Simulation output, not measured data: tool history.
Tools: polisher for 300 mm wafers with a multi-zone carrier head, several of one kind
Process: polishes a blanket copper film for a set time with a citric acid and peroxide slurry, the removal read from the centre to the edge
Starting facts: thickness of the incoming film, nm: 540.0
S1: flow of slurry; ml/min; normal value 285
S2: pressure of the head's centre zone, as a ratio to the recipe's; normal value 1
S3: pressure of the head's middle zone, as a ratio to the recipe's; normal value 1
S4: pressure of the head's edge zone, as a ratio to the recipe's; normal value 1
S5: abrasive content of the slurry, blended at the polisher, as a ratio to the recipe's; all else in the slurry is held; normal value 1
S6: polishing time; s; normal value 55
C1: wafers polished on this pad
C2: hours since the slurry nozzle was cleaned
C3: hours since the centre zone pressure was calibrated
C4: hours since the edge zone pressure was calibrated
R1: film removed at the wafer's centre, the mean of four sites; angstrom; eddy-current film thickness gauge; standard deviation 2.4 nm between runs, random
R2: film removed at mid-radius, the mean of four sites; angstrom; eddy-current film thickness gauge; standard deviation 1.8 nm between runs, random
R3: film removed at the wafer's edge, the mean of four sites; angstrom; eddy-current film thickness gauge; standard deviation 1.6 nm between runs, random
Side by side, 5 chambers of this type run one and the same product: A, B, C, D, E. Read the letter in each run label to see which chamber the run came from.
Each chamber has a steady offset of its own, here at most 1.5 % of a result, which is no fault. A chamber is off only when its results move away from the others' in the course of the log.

| run | hour | S1 | S2 | S3 | S4 | S5 | S6 | C1 | C2 | C3 | C4 | R1 | R2 | R3 |
|---|---|---|---|---|---|---|---|---|---|---|---|---|---|---|
| 1D | 8.5 | 285 | 1 | 1 | 1 | 1 | 55 | 66 | 353.6 | 707.9 | 419.3 | 1788.1 | 1770.4 | 1831.2 |
|  | 14.9 | chamber A: worn pad replaced by a new one |
|  | 15.1 | chamber E: slurry nozzle cleaned |
|  | 16.7 | chamber D: slurry nozzle cleaned |
| 2E | 16.9 | 285 | 1 | 1 | 1 | 1 | 55 | 372 | 1.8 | 176.2 | 450.5 | 1772.1 | 1788.4 | 1822.7 |
| 3C | 29.4 | 285 | 1 | 1 | 1 | 1 | 55 | 516 | 445.8 | 1138 | 1060.4 | 1750.3 | 1812.2 | 1815.7 |
| 4A | 38.9 | 285 | 1 | 1 | 1 | 1 | 55 | 150 | 473.8 | 788.6 | 40.1 | 1816.7 | 1792.8 | 1767.7 |
| 5B | 49.4 | 285 | 1.04 | 1 | 1 | 1 | 55 | 541 | 476.4 | 53.9 | 573.4 | 1908 | 1793.4 | 1760.2 |
| 6A | 61.8 | 285 | 1.04 | 1 | 1 | 1 | 55 | 292 | 496.7 | 811.5 | 63 | 1912.4 | 1768.2 | 1761.5 |
|  | 63.7 | chamber E: worn pad replaced by a new one |
| 7E | 70.7 | 285 | 1.04 | 1 | 1 | 1 | 55 | 44 | 55.6 | 230 | 504.3 | 1871.9 | 1834.4 | 1840.2 |
| 8B | 80.4 | 285 | 1.04 | 1 | 1 | 1 | 55 | 734 | 507.4 | 84.9 | 604.4 | 1866.3 | 1772.3 | 1769.9 |
|  | 81.9 | chamber E: edge zone pressure recalibrated |
|  | 88.9 | chamber C: slurry nozzle cleaned |
| 9C | 91.4 | 285 | 1.04 | 1 | 1 | 1 | 55 | 902 | 2.5 | 1200 | 1122.4 | 1807 | 1774.8 | 1773.2 |
| 10D | 103.7 | 285 | 1 | 1 | 1 | 1 | 55 | 659 | 87.1 | 803.1 | 514.5 | 1798.1 | 1780.5 | 1814.6 |
|  | 106.3 | chamber B: edge zone pressure recalibrated |
| 11A | 111.1 | 285 | 1 | 1 | 1 | 1 | 55 | 599 | 546 | 860.8 | 112.3 | 1787.8 | 1775.1 | 1760.9 |
|  | 115.7 | chamber D: worn pad replaced by a new one |
| 12D | 119.8 | 285 | 1.04 | 1.05 | 1 | 1 | 55 | 26 | 103.2 | 819.2 | 530.6 | 1894.8 | 1873.5 | 1774.4 |
| 13C | 129.2 | 285 | 1.04 | 1.05 | 1 | 1 | 55 | 1138 | 40.3 | 1237.8 | 1160.2 | 1789.7 | 1777.5 | 1724.2 |
| 14E | 135.6 | 285 | 1.04 | 1.05 | 1 | 1 | 55 | 448 | 120.5 | 294.9 | 53.8 | 1860.8 | 1884.8 | 1816.3 |
| 15B | 141.7 | 285 | 1.04 | 1.05 | 1 | 1 | 55 | 1116 | 568.7 | 146.2 | 35.4 | 1895.6 | 1895.4 | 1767 |
|  | 146.2 | chamber C: centre zone pressure recalibrated |
| 16C | 150.1 | 285 | 1.04 | 1.05 | 1 | 1 | 55 | 1268 | 61.2 | 4 | 1181.1 | 1759.2 | 1791.1 | 1734.8 |
|  | 151.3 | chamber A: slurry nozzle cleaned |
| 17B | 158.5 | 335 | 1 | 1 | 1 | 1.3 | 55 | 1220 | 585.5 | 163 | 52.2 | 1916.5 | 1902.5 | 1893.9 |
| 18D | 169.2 | 335 | 1 | 1 | 1 | 1.3 | 55 | 333 | 152.6 | 868.6 | 580 | 1940.5 | 1946.2 | 1953.7 |
| 19A | 180.5 | 335 | 1 | 1 | 1 | 1.3 | 55 | 1031 | 29.3 | 930.2 | 181.7 | 1937.4 | 1919 | 1867 |
|  | 183.4 | chamber E: worn pad replaced by a new one |
|  | 183.7 | chamber A: worn pad replaced by a new one |
| 20E | 188.7 | 335 | 1 | 1 | 1 | 1.3 | 55 | 33 | 173.6 | 348 | 106.9 | 1875.1 | 1929.8 | 1972.2 |
| 21B | 194.9 | 335 | 1 | 1 | 1 | 1.3 | 55 | 1447 | 621.9 | 199.4 | 88.6 | 1933.2 | 1926.4 | 1911.9 |
|  | 204.8 | chamber B: worn pad replaced by a new one |
| 22A | 206.6 | 285 | 1 | 1 | 1 | 1 | 55 | 142 | 55.4 | 956.3 | 207.8 | 1798.2 | 1779.5 | 1785.8 |
|  | 206.8 | chamber A: centre zone pressure recalibrated |
| 23E | 214.4 | 285 | 1 | 1 | 1 | 1 | 55 | 193 | 199.3 | 373.7 | 132.6 | 1781.8 | 1829.6 | 1803.9 |
| 24D | 227 | 285 | 1 | 1 | 1 | 1 | 55 | 693 | 210.4 | 926.4 | 637.8 | 1806.6 | 1812.5 | 1782.1 |
| 25C | 235.1 | 285 | 1 | 1 | 1 | 1 | 55 | 1797 | 146.2 | 89 | 1266.1 | 1624.5 | 1651.2 | 1641.3 |
|  | 239.8 | chamber E: slurry nozzle cleaned |
| 26D | 245.4 | 285 | 1 | 1 | 1 | 1 | 55 | 808 | 228.8 | 944.8 | 656.2 | 1813.1 | 1788.1 | 1794.4 |
|  | 253.3 | chamber D: worn pad replaced by a new one |
| 27B | 258.2 | 285 | 1 | 1 | 1 | 1 | 55 | 332 | 685.2 | 262.7 | 151.9 | 1750 | 1779 | 1765.5 |
|  | 260.3 | chamber B: slurry nozzle cleaned |
| 28A | 270.6 | 285 | 1 | 1 | 1 | 1 | 55 | 541 | 119.4 | 63.9 | 271.8 | 1777.5 | 1787 | 1766.4 |
|  | 276.8 | chamber E: worn pad replaced by a new one |
| 29E | 278.3 | 285 | 1 | 1 | 1 | 1 | 55 | 9 | 38.6 | 437.6 | 196.5 | 1807.5 | 1811.5 | 1838.5 |
| 30C | 284.7 | 285 | 1 | 1 | 1 | 1 | 55 | 2106 | 195.8 | 138.6 | 1315.7 | 1615.8 | 1600.8 | 1590.4 |
| 31B | 290.7 | 285 | 1 | 1 | 1 | 1 | 55 | 535 | 30.4 | 295.2 | 184.4 | 1774.4 | 1817.9 | 1765.4 |
| 32E | 303.9 | 285 | 1 | 1 | 1 | 1 | 55 | 168 | 64.2 | 463.2 | 222.1 | 1772.1 | 1821.3 | 1802.3 |
| 33D | 309.7 | 285 | 1 | 1 | 1 | 1 | 55 | 351 | 293.1 | 1009.1 | 720.5 | 1810.9 | 1784.9 | 1788 |

For the next run the whole fleet of 5 chambers uses the same settings. Give each chamber's results:
| 34A | 319.4 | 285 | 0.93 | 1 | 1 | 1 | 55 |  |  |  |  | ? | ? | ? |
| 34B | 319.4 | 285 | 0.93 | 1 | 1 | 1 | 55 |  |  |  |  | ? | ? | ? |
| 34C | 319.4 | 285 | 0.93 | 1 | 1 | 1 | 55 |  |  |  |  | ? | ? | ? |
| 34D | 319.4 | 285 | 0.93 | 1 | 1 | 1 | 55 |  |  |  |  | ? | ? | ? |
| 34E | 319.4 | 285 | 0.93 | 1 | 1 | 1 | 55 |  |  |  |  | ? | ? | ? |

| run | R1 | R2 | R3 |
|---|---|---|---|
| 34A | 1660.1 | 1776.9 | 1738.6 |
| 34B | 1664 | 1794.5 | 1816.9 |
| 34C | 1449.3 | 1566.2 | 1580.7 |
| 34D | 1640.8 | 1775.4 | 1822.2 |
| 34E | 1651.6 | 1817.5 | 1826.4 |

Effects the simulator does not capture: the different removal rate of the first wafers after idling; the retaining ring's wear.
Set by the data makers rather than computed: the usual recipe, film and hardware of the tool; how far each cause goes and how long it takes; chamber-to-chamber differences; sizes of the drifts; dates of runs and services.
